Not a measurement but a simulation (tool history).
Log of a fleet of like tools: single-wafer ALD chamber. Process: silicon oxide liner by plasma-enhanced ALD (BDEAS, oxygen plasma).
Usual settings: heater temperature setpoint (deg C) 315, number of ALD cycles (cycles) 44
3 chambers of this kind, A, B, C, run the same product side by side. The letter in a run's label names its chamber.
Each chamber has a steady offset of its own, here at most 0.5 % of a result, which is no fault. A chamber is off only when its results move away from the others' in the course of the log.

run,day,heater temperature setpoint (deg C),number of ALD cycles (cycles),hours since the last thermocouple change,"read-back reference wafer on the same gauge, thickness_nm",mean film thickness on the monitor wafer (angstrom)
1B,0.238,315,44,1831.7,3.539,40.275
2C,0.492,315,44,106.8,3.538,39.944
3A,0.904,315,44,107.6,3.5379,40.015
4A,1.096,315,44,112.2,3.5364,39.907
5C,1.367,315,44,127.8,3.5357,39.905
6B,1.708,315,44,1867,3.5339,40.22
7A,2.071,328,39,135.6,3.5336,34.643
8B,2.3,328,39,1881.2,3.5334,34.926
9C,2.562,328,39,156.5,3.5319,34.577
10C,2.904,315,44,164.7,3.5309,39.816
11A,3.292,315,44,164.9,3.5291,39.784
12B,3.529,315,44,1910.7,3.5294,39.998
13C,3.838,306,44,187.1,3.5275,40.21
14B,4.083,306,44,1924,3.527,40.511
15A,4.279,306,44,188.6,3.5271,40.236
16C,4.575,315,44,204.8,3.5254,39.757
17A,4.946,315,41,204.6,3.5226,37.035
18B,5.158,315,41,1949.8,3.5245,37.335
19C,5.479,315,41,226.5,3.5215,37.001
20A,5.808,315,44,225.3,3.5215,39.675
21B,6.108,315,44,1972.6,3.5202,40.004

Is one chamber off against the others, does the gauge drift, or is nothing wrong? If a chamber is off, say which, and what the likeliest cause is.

The gauge drifts, so all chambers seem to drift together. No chamber is off.
Cause: gauge reads low (%) = 0.581.
